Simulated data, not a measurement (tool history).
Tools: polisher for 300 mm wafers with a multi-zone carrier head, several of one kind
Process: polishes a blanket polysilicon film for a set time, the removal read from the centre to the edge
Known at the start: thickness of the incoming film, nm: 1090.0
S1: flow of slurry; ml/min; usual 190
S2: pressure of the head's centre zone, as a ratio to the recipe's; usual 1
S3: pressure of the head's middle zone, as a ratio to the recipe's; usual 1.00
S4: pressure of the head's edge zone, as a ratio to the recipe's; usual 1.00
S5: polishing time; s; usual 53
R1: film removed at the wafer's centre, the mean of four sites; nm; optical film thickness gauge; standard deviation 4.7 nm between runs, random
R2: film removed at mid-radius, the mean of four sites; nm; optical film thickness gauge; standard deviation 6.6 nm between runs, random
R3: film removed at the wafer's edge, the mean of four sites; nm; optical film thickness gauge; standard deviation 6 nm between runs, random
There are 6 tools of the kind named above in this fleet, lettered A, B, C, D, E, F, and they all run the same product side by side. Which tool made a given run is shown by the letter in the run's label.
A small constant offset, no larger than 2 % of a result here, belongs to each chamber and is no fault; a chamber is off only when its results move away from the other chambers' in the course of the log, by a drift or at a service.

run 1A day=0.183 | S1=190 S2=1 S3=1.00 S4=1.00 S5=53 | R1=460.14 R2=447.45 R3=459.61
run 2E day=0.308 | S1=190 S2=1 S3=1.00 S4=1.00 S5=53 | R1=462.44 R2=466.99 R3=458.67
run 3B day=0.412 | S1=190 S2=1 S3=1.00 S4=1.00 S5=53 | R1=459.92 R2=447.06 R3=454.97
run 4F day=0.567 | S1=190 S2=1 S3=1.00 S4=1.00 S5=53 | R1=457.51 R2=458.87 R3=447.23
run 5C day=0.708 | S1=190 S2=1 S3=1.00 S4=1.00 S5=53 | R1=448.46 R2=451.41 R3=454.32
-- day=0.808 chamber C: worn pad replaced by a new one
run 6D day=0.833 | S1=190 S2=1 S3=1.00 S4=1.00 S5=53 | R1=456.91 R2=458.28 R3=449.77
-- day=0.925 chamber F: worn pad replaced by a new one
run 7F day=1.025 | S1=190 S2=1 S3=1.00 S4=1.00 S5=53 | R1=464.26 R2=459.30 R3=454.13
run 8C day=1.208 | S1=190 S2=1 S3=1.00 S4=1.00 S5=53 | R1=443.77 R2=460.70 R3=452.11
run 9D day=1.371 | S1=190 S2=1 S3=1.00 S4=1.00 S5=53 | R1=450.47 R2=456.76 R3=457.30
run 10A day=1.488 | S1=190 S2=1 S3=1.00 S4=1.00 S5=53 | R1=459.48 R2=453.22 R3=450.70
run 11B day=1.658 | S1=190 S2=1 S3=1.00 S4=1.00 S5=53 | R1=449.34 R2=461.97 R3=451.54
run 12E day=1.812 | S1=190 S2=1 S3=1.00 S4=1.00 S5=53 | R1=447.14 R2=445.98 R3=449.93
-- day=1.883 chamber A: worn pad replaced by a new one
run 13F day=2.004 | S1=190 S2=1 S3=1.00 S4=1.00 S5=53 | R1=472.05 R2=461.85 R3=448.30
run 14A day=2.092 | S1=190 S2=1 S3=1.00 S4=1.00 S5=53 | R1=457.51 R2=458.60 R3=449.76
run 15C day=2.175 | S1=190 S2=1 S3=1.00 S4=1.00 S5=53 | R1=458.79 R2=457.71 R3=458.17
run 16E day=2.308 | S1=190 S2=1 S3=1.10 S4=1.00 S5=53 | R1=438.82 R2=481.11 R3=433.45
run 17B day=2.438 | S1=190 S2=1 S3=1.10 S4=1.00 S5=53 | R1=457.04 R2=501.21 R3=451.67
run 18D day=2.571 | S1=190 S2=1 S3=1.10 S4=1.00 S5=53 | R1=459.83 R2=507.68 R3=446.42
run 19C day=2.658 | S1=190 S2=1 S3=1.10 S4=1.00 S5=53 | R1=456.02 R2=496.52 R3=456.56
run 20F day=2.783 | S1=190 S2=1 S3=1.10 S4=1.00 S5=53 | R1=470.49 R2=492.16 R3=461.70
run 21E day=2.875 | S1=190 S2=1 S3=1.10 S4=1.00 S5=53 | R1=436.05 R2=469.57 R3=433.40
run 22D day=2.962 | S1=190 S2=1 S3=1.00 S4=1.00 S5=53 | R1=464.50 R2=469.67 R3=451.35
-- day=3.038 chamber C: worn pad replaced by a new one
run 23B day=3.083 | S1=190 S2=1 S3=1.00 S4=1.00 S5=53 | R1=453.11 R2=454.34 R3=463.83
-- day=3.204 chamber B: edge zone pressure recalibrated
run 24A day=3.225 | S1=190 S2=1 S3=1.00 S4=1.00 S5=53 | R1=459.30 R2=454.34 R3=455.22
run 25A day=3.338 | S1=190 S2=1 S3=1.00 S4=1.09 S5=53 | R1=453.16 R2=470.19 R3=480.49
run 26B day=3.433 | S1=190 S2=1 S3=1.00 S4=1.09 S5=53 | R1=456.55 R2=446.41 R3=475.78
run 27D day=3.558 | S1=190 S2=1 S3=1.00 S4=1.09 S5=53 | R1=457.30 R2=459.51 R3=470.35
run 28C day=3.667 | S1=190 S2=1 S3=1.00 S4=1.09 S5=53 | R1=455.01 R2=444.87 R3=475.24
-- day=3.746 chamber C: edge zone pressure recalibrated
run 29F day=3.775 | S1=190 S2=1 S3=1.00 S4=1.09 S5=53 | R1=458.76 R2=453.58 R3=473.41
run 30E day=3.892 | S1=190 S2=1 S3=1.00 S4=1.09 S5=53 | R1=421.63 R2=419.36 R3=435.55
run 31B day=4.008 | S1=190 S2=1 S3=1.00 S4=1.00 S5=53 | R1=454.56 R2=446.43 R3=451.11
run 32D day=4.104 | S1=190 S2=1 S3=1.00 S4=1.00 S5=53 | R1=455.74 R2=475.88 R3=452.63
run 33A day=4.233 | S1=190 S2=1 S3=1.00 S4=1.00 S5=53 | R1=466.40 R2=445.43 R3=446.19
run 34F day=4.392 | S1=190 S2=1 S3=1.00 S4=1.12 S5=53 | R1=464.59 R2=455.01 R3=479.98
run 35E day=4.488 | S1=190 S2=1 S3=1.00 S4=1.12 S5=53 | R1=409.29 R2=415.63 R3=441.08
run 36C day=4.596 | S1=190 S2=1 S3=1.00 S4=1.12 S5=53 | R1=446.63 R2=458.01 R3=491.48

One chamber off, gauge drift, or nothing amiss beyond the chambers' own small offsets? If it is a chamber, which one, and what is the likeliest cause?

It is chamber E that slowly wanders off from its peers.
Most likely cause: removal rate lost through wear of the pad, % = 9.83.
The log might look much the same if the cause were instead: slurry flow missing at the pad, %.

Below are 4 candidate recipes for chamber E's next run, each the usual settings with a change, their results shown as question marks. Which of them brings E's results back in line with what the other chambers give on the usual settings?
In-line tolerance around the mean of the other chambers on the usual settings: R1 16.00 nm; R2 23.00 nm; R3 21.00 nm
run 37E-1 day=4.733 | S1=190 S2=1 S3=1.00 S4=1.00 S5=55 | R1=? R2=? R3=?
run 37E-2 day=4.733 | S1=190 S2=1 S3=1.00 S4=0.99 S5=48 | R1=? R2=? R3=?
run 37E-3 day=4.733 | S1=190 S2=1 S3=1.00 S4=1.00 S5=51 | R1=? R2=? R3=?
run 37E-4 day=4.733 | S1=190 S2=1 S3=1.00 S4=1.01 S5=58 | R1=? R2=? R3=?

Other chambers, usual settings, mean: R1 455.66 nm; R2 455.51 nm; R3 454.13 nm
run=37E-1 R1=430.06 R2=427.04 R3=423.28
run=37E-2 R1=375.32 R2=372.69 R3=367.49
run=37E-3 R1=398.78 R2=395.98 R3=392.49
run=37E-4 R1=453.52 R2=450.32 R3=448.67
The answer is 37E-4, which returns the chamber to within the allowed miss of the others.
